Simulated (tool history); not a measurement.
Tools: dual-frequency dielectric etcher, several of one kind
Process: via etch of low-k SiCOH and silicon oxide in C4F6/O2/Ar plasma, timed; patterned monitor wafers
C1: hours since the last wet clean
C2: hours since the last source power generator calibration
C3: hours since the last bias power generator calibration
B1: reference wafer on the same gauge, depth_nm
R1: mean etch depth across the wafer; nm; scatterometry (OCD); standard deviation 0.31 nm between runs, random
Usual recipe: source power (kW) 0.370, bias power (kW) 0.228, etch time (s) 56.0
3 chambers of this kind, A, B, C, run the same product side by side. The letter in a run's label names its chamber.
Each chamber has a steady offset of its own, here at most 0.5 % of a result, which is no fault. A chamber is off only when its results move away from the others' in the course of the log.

-- day=0.296 chamber B: wet clean of the chamber
run 1A day=0.317 | source_power_(kW)=0.370 bias_power_(kW)=0.228 etch_time_(s)=56.0 | C1=121.1 C2=3892.1 C3=859.4 | B1=151.97 | R1=152.600
run 2C day=0.575 | source_power_(kW)=0.370 bias_power_(kW)=0.228 etch_time_(s)=56.0 | C1=415.2 C2=2735.9 C3=54.7 | B1=152.00 | R1=152.130
run 3B day=1.004 | source_power_(kW)=0.370 bias_power_(kW)=0.228 etch_time_(s)=56.0 | C1=17.0 C2=385.2 C3=846.7 | B1=152.01 | R1=152.920
run 4A day=1.342 | source_power_(kW)=0.370 bias_power_(kW)=0.228 etch_time_(s)=56.0 | C1=145.7 C2=3916.7 C3=884.0 | B1=151.96 | R1=151.700
run 5B day=1.796 | source_power_(kW)=0.370 bias_power_(kW)=0.228 etch_time_(s)=56.0 | C1=36.0 C2=404.2 C3=865.7 | B1=151.93 | R1=152.490
run 6C day=2.179 | source_power_(kW)=0.370 bias_power_(kW)=0.228 etch_time_(s)=56.0 | C1=453.7 C2=2774.4 C3=93.2 | B1=151.98 | R1=152.950
run 7C day=2.638 | source_power_(kW)=0.370 bias_power_(kW)=0.228 etch_time_(s)=56.0 | C1=464.7 C2=2785.4 C3=104.2 | B1=152.07 | R1=152.150
run 8A day=3.096 | source_power_(kW)=0.440 bias_power_(kW)=0.200 etch_time_(s)=56.0 | C1=187.8 C2=3958.8 C3=926.1 | B1=151.93 | R1=155.980
run 9B day=3.554 | source_power_(kW)=0.440 bias_power_(kW)=0.200 etch_time_(s)=56.0 | C1=78.2 C2=446.4 C3=907.9 | B1=152.05 | R1=156.390
run 10B day=3.992 | source_power_(kW)=0.440 bias_power_(kW)=0.200 etch_time_(s)=56.0 | C1=88.7 C2=456.9 C3=918.4 | B1=152.08 | R1=156.120
run 11A day=4.292 | source_power_(kW)=0.430 bias_power_(kW)=0.228 etch_time_(s)=47.5 | C1=216.5 C2=3987.5 C3=954.8 | B1=151.98 | R1=136.910
-- day=4.446 chamber C: wet clean of the chamber
run 12C day=4.533 | source_power_(kW)=0.430 bias_power_(kW)=0.228 etch_time_(s)=47.5 | C1=2.2 C2=2830.9 C3=149.7 | B1=152.02 | R1=137.060
run 13B day=4.950 | source_power_(kW)=0.430 bias_power_(kW)=0.228 etch_time_(s)=47.5 | C1=111.7 C2=479.9 C3=941.4 | B1=152.02 | R1=136.890
run 14C day=5.321 | source_power_(kW)=0.370 bias_power_(kW)=0.228 etch_time_(s)=56.0 | C1=21.1 C2=2849.8 C3=168.6 | B1=151.89 | R1=152.410
run 15A day=5.754 | source_power_(kW)=0.370 bias_power_(kW)=0.262 etch_time_(s)=40.5 | C1=251.6 C2=4022.6 C3=989.9 | B1=151.98 | R1=114.970
run 16B day=5.992 | source_power_(kW)=0.370 bias_power_(kW)=0.262 etch_time_(s)=40.5 | C1=136.7 C2=504.9 C3=966.4 | B1=151.96 | R1=116.050
run 17A day=6.304 | source_power_(kW)=0.370 bias_power_(kW)=0.262 etch_time_(s)=40.5 | C1=264.8 C2=4035.8 C3=1003.1 | B1=151.97 | R1=115.010
run 18C day=6.533 | source_power_(kW)=0.370 bias_power_(kW)=0.228 etch_time_(s)=56.0 | C1=50.2 C2=2878.9 C3=197.7 | B1=151.95 | R1=151.910
-- day=6.642 chamber A: source power generator calibrated
run 19A day=6.875 | source_power_(kW)=0.370 bias_power_(kW)=0.228 etch_time_(s)=56.0 | C1=278.5 C2=5.6 C3=1016.8 | B1=152.07 | R1=152.280
run 20B day=7.342 | source_power_(kW)=0.370 bias_power_(kW)=0.228 etch_time_(s)=56.0 | C1=169.1 C2=537.3 C3=998.8 | B1=152.07 | R1=152.510
run 21C day=7.808 | source_power_(kW)=0.370 bias_power_(kW)=0.228 etch_time_(s)=56.0 | C1=80.8 C2=2909.5 C3=228.3 | B1=151.95 | R1=152.830
run 22B day=8.288 | source_power_(kW)=0.370 bias_power_(kW)=0.228 etch_time_(s)=56.0 | C1=191.8 C2=560.0 C3=1021.5 | B1=152.02 | R1=152.430
run 23A day=8.546 | source_power_(kW)=0.370 bias_power_(kW)=0.228 etch_time_(s)=56.0 | C1=318.6 C2=45.7 C3=1056.9 | B1=152.03 | R1=152.580
run 24C day=8.938 | source_power_(kW)=0.370 bias_power_(kW)=0.228 etch_time_(s)=56.0 | C1=107.9 C2=2936.6 C3=255.4 | B1=152.01 | R1=152.600
run 25A day=9.338 | source_power_(kW)=0.310 bias_power_(kW)=0.228 etch_time_(s)=49.0 | C1=337.6 C2=64.7 C3=1075.9 | B1=152.02 | R1=124.280
run 26C day=9.633 | source_power_(kW)=0.310 bias_power_(kW)=0.228 etch_time_(s)=49.0 | C1=124.6 C2=2953.3 C3=272.1 | B1=151.98 | R1=124.480
run 27B day=9.854 | source_power_(kW)=0.310 bias_power_(kW)=0.228 etch_time_(s)=49.0 | C1=229.4 C2=597.6 C3=1059.1 | B1=152.05 | R1=124.750
run 28A day=10.175 | source_power_(kW)=0.370 bias_power_(kW)=0.228 etch_time_(s)=56.0 | C1=357.7 C2=84.8 C3=1096.0 | B1=152.02 | R1=152.550
run 29C day=10.562 | source_power_(kW)=0.290 bias_power_(kW)=0.228 etch_time_(s)=39.5 | C1=146.9 C2=2975.6 C3=294.4 | B1=151.95 | R1=97.942
run 30B day=10.921 | source_power_(kW)=0.290 bias_power_(kW)=0.228 etch_time_(s)=39.5 | C1=255.0 C2=623.2 C3=1084.7 | B1=152.01 | R1=98.358
run 31C day=11.229 | source_power_(kW)=0.290 bias_power_(kW)=0.228 etch_time_(s)=39.5 | C1=162.9 C2=2991.6 C3=310.4 | B1=151.93 | R1=97.907
run 32B day=11.617 | source_power_(kW)=0.370 bias_power_(kW)=0.228 etch_time_(s)=56.0 | C1=271.7 C2=639.9 C3=1101.4 | B1=152.01 | R1=152.860
run 33A day=11.988 | source_power_(kW)=0.370 bias_power_(kW)=0.228 etch_time_(s)=42.0 | C1=401.2 C2=128.3 C3=1139.5 | B1=151.95 | R1=114.290
run 34C day=12.429 | source_power_(kW)=0.370 bias_power_(kW)=0.228 etch_time_(s)=42.0 | C1=191.7 C2=3020.4 C3=339.2 | B1=151.97 | R1=114.190
run 35A day=12.721 | source_power_(kW)=0.370 bias_power_(kW)=0.228 etch_time_(s)=42.0 | C1=418.8 C2=145.9 C3=1157.1 | B1=151.99 | R1=114.310
run 36B day=13.000 | source_power_(kW)=0.370 bias_power_(kW)=0.228 etch_time_(s)=70.0 | C1=304.9 C2=673.1 C3=1134.6 | B1=151.96 | R1=190.610
run 37B day=13.400 | source_power_(kW)=0.370 bias_power_(kW)=0.228 etch_time_(s)=70.0 | C1=314.5 C2=682.7 C3=1144.2 | B1=152.00 | R1=191.100
run 38C day=13.712 | source_power_(kW)=0.370 bias_power_(kW)=0.228 etch_time_(s)=70.0 | C1=222.5 C2=3051.2 C3=370.0 | B1=152.10 | R1=191.240
run 39A day=14.038 | source_power_(kW)=0.370 bias_power_(kW)=0.228 etch_time_(s)=56.0 | C1=450.4 C2=177.5 C3=1188.7 | B1=151.96 | R1=152.790
run 40A day=14.308 | source_power_(kW)=0.370 bias_power_(kW)=0.228 etch_time_(s)=56.0 | C1=456.9 C2=184.0 C3=1195.2 | B1=151.97 | R1=152.550
run 41B day=14.783 | source_power_(kW)=0.370 bias_power_(kW)=0.228 etch_time_(s)=56.0 | C1=347.7 C2=715.9 C3=1177.4 | B1=151.93 | R1=152.030
run 42C day=15.158 | source_power_(kW)=0.420 bias_power_(kW)=0.187 etch_time_(s)=56.0 | C1=257.2 C2=3085.9 C3=404.7 | B1=151.91 | R1=150.450

Read the log: is a single chamber off, either drifting away or since a service, is the gauge that measures every chamber drifting, or is nothing wrong beyond small per-chamber offsets? Name any odd chamber and what most likely caused it.

No chamber is off and the gauge is stable; the differences are just each chamber's small, constant offset.
